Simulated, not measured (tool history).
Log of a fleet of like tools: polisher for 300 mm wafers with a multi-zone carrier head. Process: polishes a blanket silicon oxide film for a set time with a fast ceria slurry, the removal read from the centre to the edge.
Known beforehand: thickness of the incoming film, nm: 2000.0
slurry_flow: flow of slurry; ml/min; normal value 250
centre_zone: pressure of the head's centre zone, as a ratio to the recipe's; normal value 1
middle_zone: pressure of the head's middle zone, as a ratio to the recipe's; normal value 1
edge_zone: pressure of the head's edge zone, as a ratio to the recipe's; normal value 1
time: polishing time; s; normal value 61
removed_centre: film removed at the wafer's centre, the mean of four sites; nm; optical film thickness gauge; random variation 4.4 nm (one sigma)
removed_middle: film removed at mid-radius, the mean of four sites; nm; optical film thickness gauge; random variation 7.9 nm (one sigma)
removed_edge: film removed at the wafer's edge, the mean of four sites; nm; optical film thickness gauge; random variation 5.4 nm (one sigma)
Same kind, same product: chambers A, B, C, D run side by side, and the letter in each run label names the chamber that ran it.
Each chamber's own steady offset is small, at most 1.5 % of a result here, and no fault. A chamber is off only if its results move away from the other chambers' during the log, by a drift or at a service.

| run | day | slurry_flow | centre_zone | middle_zone | edge_zone | time | removed_centre | removed_middle | removed_edge |
|---|---|---|---|---|---|---|---|---|---|
|  | 0.262 | chamber C: worn pad replaced by a new one |
| 1D | 0.479 | 250 | 1 | 1 | 1 | 61 | 683.75 | 666.02 | 674.17 |
| 2A | 0.983 | 250 | 1 | 1 | 1 | 61 | 686.06 | 672.23 | 676.57 |
|  | 1.025 | chamber D: slurry nozzle cleaned |
|  | 1.208 | chamber B: edge zone pressure recalibrated |
| 3C | 1.329 | 250 | 1 | 1 | 1 | 61 | 680.03 | 663.29 | 678.84 |
|  | 1.638 | chamber B: worn pad replaced by a new one |
| 4B | 1.762 | 250 | 1 | 1 | 1 | 61 | 670.24 | 685.49 | 675 |
|  | 2.142 | chamber D: worn pad replaced by a new one |
| 5D | 2.379 | 250 | 1 | 1 | 1 | 61 | 675.04 | 679.49 | 684.77 |
|  | 2.754 | chamber A: worn pad replaced by a new one |
| 6C | 2.883 | 285 | 1 | 1 | 1 | 61 | 695.09 | 682.87 | 693.92 |
|  | 3.296 | chamber C: worn pad replaced by a new one |
| 7A | 3.517 | 285 | 1 | 1 | 1 | 61 | 693.55 | 686.46 | 683.47 |
|  | 3.542 | chamber A: centre zone pressure recalibrated |
| 8B | 3.817 | 285 | 1 | 1 | 1 | 61 | 676.14 | 685.61 | 685.39 |
| 9D | 4.25 | 285 | 1 | 1 | 1 | 61 | 690.63 | 697.41 | 694.25 |
|  | 4.404 | chamber B: worn pad replaced by a new one |
| 10C | 4.85 | 250 | 1 | 1 | 1 | 61 | 679.34 | 670.73 | 688.04 |
|  | 5.108 | chamber C: slurry nozzle cleaned |
|  | 5.362 | chamber D: worn pad replaced by a new one |
| 11B | 5.508 | 250 | 1 | 1 | 1 | 61 | 679.4 | 687.72 | 680.68 |
|  | 5.675 | chamber A: worn pad replaced by a new one |
| 12A | 6.012 | 250 | 1 | 1 | 1 | 61 | 688.29 | 675.53 | 690.21 |
|  | 6.167 | chamber C: worn pad replaced by a new one |
| 13D | 6.404 | 250 | 1 | 1 | 1 | 61 | 678.55 | 663.71 | 678.28 |
|  | 7.033 | chamber B: worn pad replaced by a new one |
| 14B | 7.05 | 250 | 0.96 | 1 | 1 | 67 | 707.1 | 745.86 | 749.19 |
| 15C | 7.733 | 250 | 0.96 | 1 | 1 | 67 | 713.04 | 731.87 | 739.05 |
|  | 7.867 | chamber C: centre zone pressure recalibrated |
| 16A | 8.25 | 250 | 0.96 | 1 | 1 | 67 | 717.48 | 730.5 | 734.82 |
|  | 8.562 | chamber D: worn pad replaced by a new one |
|  | 8.571 | chamber A: worn pad replaced by a new one |
| 17B | 8.912 | 250 | 0.96 | 1 | 1 | 67 | 703.28 | 743.19 | 741.04 |
|  | 9.158 | chamber C: worn pad replaced by a new one |
|  | 9.496 | chamber B: slurry nozzle cleaned |
| 18D | 9.521 | 250 | 1 | 1 | 0.94 | 72 | 797.49 | 804.51 | 776.89 |
|  | 9.704 | chamber B: worn pad replaced by a new one |
| 19C | 9.942 | 250 | 1 | 1 | 0.94 | 72 | 867.67 | 811.45 | 767.35 |
|  | 10.629 | chamber D: slurry nozzle cleaned |
| 20A | 10.633 | 250 | 1 | 1 | 0.94 | 72 | 814.39 | 795.3 | 786.18 |
|  | 11.029 | chamber A: worn pad replaced by a new one |
|  | 11.092 | chamber D: worn pad replaced by a new one |
| 21C | 11.142 | 250 | 1 | 1 | 0.94 | 72 | 852.13 | 789.36 | 782.54 |
| 22A | 11.788 | 250 | 1 | 1 | 1 | 61 | 688.61 | 677.75 | 680.08 |
|  | 12.075 | chamber C: worn pad replaced by a new one |
| 23D | 12.125 | 250 | 1 | 1 | 1 | 61 | 684.84 | 662.47 | 681.45 |
|  | 12.338 | chamber D: centre zone pressure recalibrated |
|  | 12.542 | chamber B: worn pad replaced by a new one |
| 24B | 12.6 | 250 | 1 | 1 | 1 | 61 | 676.54 | 660.44 | 671.29 |
| 25A | 12.971 | 250 | 1 | 1.07 | 0.94 | 61 | 681.01 | 714.4 | 662.76 |
| 26D | 13.467 | 250 | 1 | 1.07 | 0.94 | 61 | 680.91 | 709.56 | 649.29 |
| 27C | 13.929 | 250 | 1 | 1.07 | 0.94 | 61 | 724.83 | 726.43 | 657.05 |
| 28B | 14.454 | 250 | 1 | 1.07 | 0.94 | 61 | 671.51 | 713.9 | 662.94 |

Predict what each chamber gives when all 4 of them run the settings below next.
| 29A | 14.954 | 250 | 1 | 1 | 1 | 61 | ? | ? | ? |
| 29B | 14.954 | 250 | 1 | 1 | 1 | 61 | ? | ? | ? |
| 29C | 14.954 | 250 | 1 | 1 | 1 | 61 | ? | ? | ? |
| 29D | 14.954 | 250 | 1 | 1 | 1 | 61 | ? | ? | ? |

| run | removed_centre | removed_middle | removed_edge |
|---|---|---|---|
| 29A | 685.41 | 671.04 | 674.76 |
| 29B | 672.65 | 674.99 | 677.54 |
| 29C | 721.4 | 675.85 | 672.11 |
| 29D | 675.97 | 694.71 | 682.42 |
